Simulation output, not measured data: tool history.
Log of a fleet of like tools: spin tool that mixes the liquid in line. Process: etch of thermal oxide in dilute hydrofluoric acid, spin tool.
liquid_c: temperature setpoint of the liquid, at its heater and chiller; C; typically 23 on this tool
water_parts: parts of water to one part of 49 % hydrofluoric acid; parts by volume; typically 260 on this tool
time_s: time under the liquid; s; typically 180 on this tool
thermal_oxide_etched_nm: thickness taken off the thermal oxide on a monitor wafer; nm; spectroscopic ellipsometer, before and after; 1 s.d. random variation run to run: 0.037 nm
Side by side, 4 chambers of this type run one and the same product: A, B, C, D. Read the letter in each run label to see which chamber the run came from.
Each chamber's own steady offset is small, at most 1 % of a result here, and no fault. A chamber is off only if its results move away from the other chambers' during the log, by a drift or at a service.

run,hour,liquid_c,water_parts,time_s,hours since the thermometer was replaced,hours since the hydrofluoric acid flow meter was replaced,"read-back film thickness of the thermal oxide reference wafer, read on the same gauge (nm)",thermal_oxide_etched_nm
1B,13.7,23,260,180,329.2,596.7,39.993,2.5161
# hour 18.3: chamber B: hydrofluoric acid flow meter replaced
2C,25.4,23,260,180,363.7,358.7,40.029,2.6328
3D,35.8,23,260,180,379.3,225.9,39.998,2.6588
4A,46.8,23,260,180,151.6,1469.9,39.984,2.5933
5D,55,23,260,180,398.5,245.1,39.988,2.6256
6A,61,23,260,180,165.8,1484.1,40.011,2.6366
7C,74.5,23,260,130,412.8,407.8,39.966,1.8793
8B,83.7,23,260,130,399.2,65.4,40.02,1.8874
9A,91.2,23,260,130,196,1514.3,40.056,1.8963
10C,99.8,23,260,130,438.1,433.1,39.978,1.9008
11D,108.4,23,260,180,451.9,298.5,39.947,2.6481
12B,119.2,23,260,180,434.7,100.9,39.981,2.5844
13D,131.5,23,260,180,475,321.6,39.992,2.6114
14A,141.3,23,260,180,246.1,1564.4,40.016,2.6136
15C,147.9,20.5,260,235,486.2,481.2,40.009,3.0756
16B,158.5,20.5,260,235,474,140.2,40.012,2.9452
17D,164.7,20.5,260,235,508.2,354.8,40.008,3.1927
18A,177.4,20.5,260,235,282.2,1600.5,39.961,3.0653
19B,186.3,23,260,180,501.8,168,39.975,2.5156
20C,196.2,23,260,180,534.5,529.5,40.019,2.618
21A,203.4,23,260,180,308.2,1626.5,39.995,2.5791
22D,211.3,23,260,180,554.8,401.4,39.995,2.6501
23B,218.3,23,260,180,533.8,200,40.01,2.5479
24C,230.4,23,260,180,568.7,563.7,40.053,2.5538
25C,240.7,23,260,180,579,574,40.028,2.6697
26B,251.1,23,260,180,566.6,232.8,40.044,2.5154
# hour 257.2: chamber A: hydrofluoric acid flow meter replaced
27D,257.7,23,220,85,601.2,447.8,39.992,1.5435
28A,265.1,23,220,85,369.9,7.9,39.986,1.4992
29A,275.7,23,220,85,380.5,18.5,40.011,1.5192
30D,285,23,220,85,628.5,475.1,40.023,1.4941
31C,298.5,23,260,180,636.8,631.8,39.982,2.596
32B,306.7,26,375,180,622.2,288.4,40.006,1.6938
33D,313.2,26,375,180,656.7,503.3,40.029,1.8697
34C,319.1,26,375,180,657.4,652.4,40.01,1.7476
35B,325.2,26,375,180,640.7,306.9,39.971,1.6777
36A,338.5,23,260,180,443.3,81.3,40.011,2.5842

Is one chamber out of step, is the gauge drifting, or do the chambers differ by no more than their own small offsets? For an off chamber, give its letter and the likeliest cause.

Chamber B drifts away from the others.
Likeliest cause: liquid colder than its thermometer reads (K) = 2.2.
The log may not tell that from: hydrofluoric acid flow below the setpoint (%).

Which of the 4 candidates below, each the usual settings with something changed and its results left as question marks, puts chamber B back in line with what the other chambers give on the usual settings?
A result is in line if it is within this distance of the other chambers' mean on the usual settings: thermal_oxide_etched_nm 0.13 nm
37B-1,348.3,23,245,180,,,,?
37B-2,348.3,22.5,260,155,,,,?
37B-3,348.3,23,245,195,,,,?
37B-4,348.3,23,270,175,,,,?

On the usual settings, the other chambers give on average: thermal_oxide_etched_nm 2.6114 nm
run,thermal_oxide_etched_nm
37B-1,2.6007
37B-2,2.0423
37B-3,2.8174
37B-4,2.2422
Change 37B-1 lands the chamber within the allowed miss of the other chambers.

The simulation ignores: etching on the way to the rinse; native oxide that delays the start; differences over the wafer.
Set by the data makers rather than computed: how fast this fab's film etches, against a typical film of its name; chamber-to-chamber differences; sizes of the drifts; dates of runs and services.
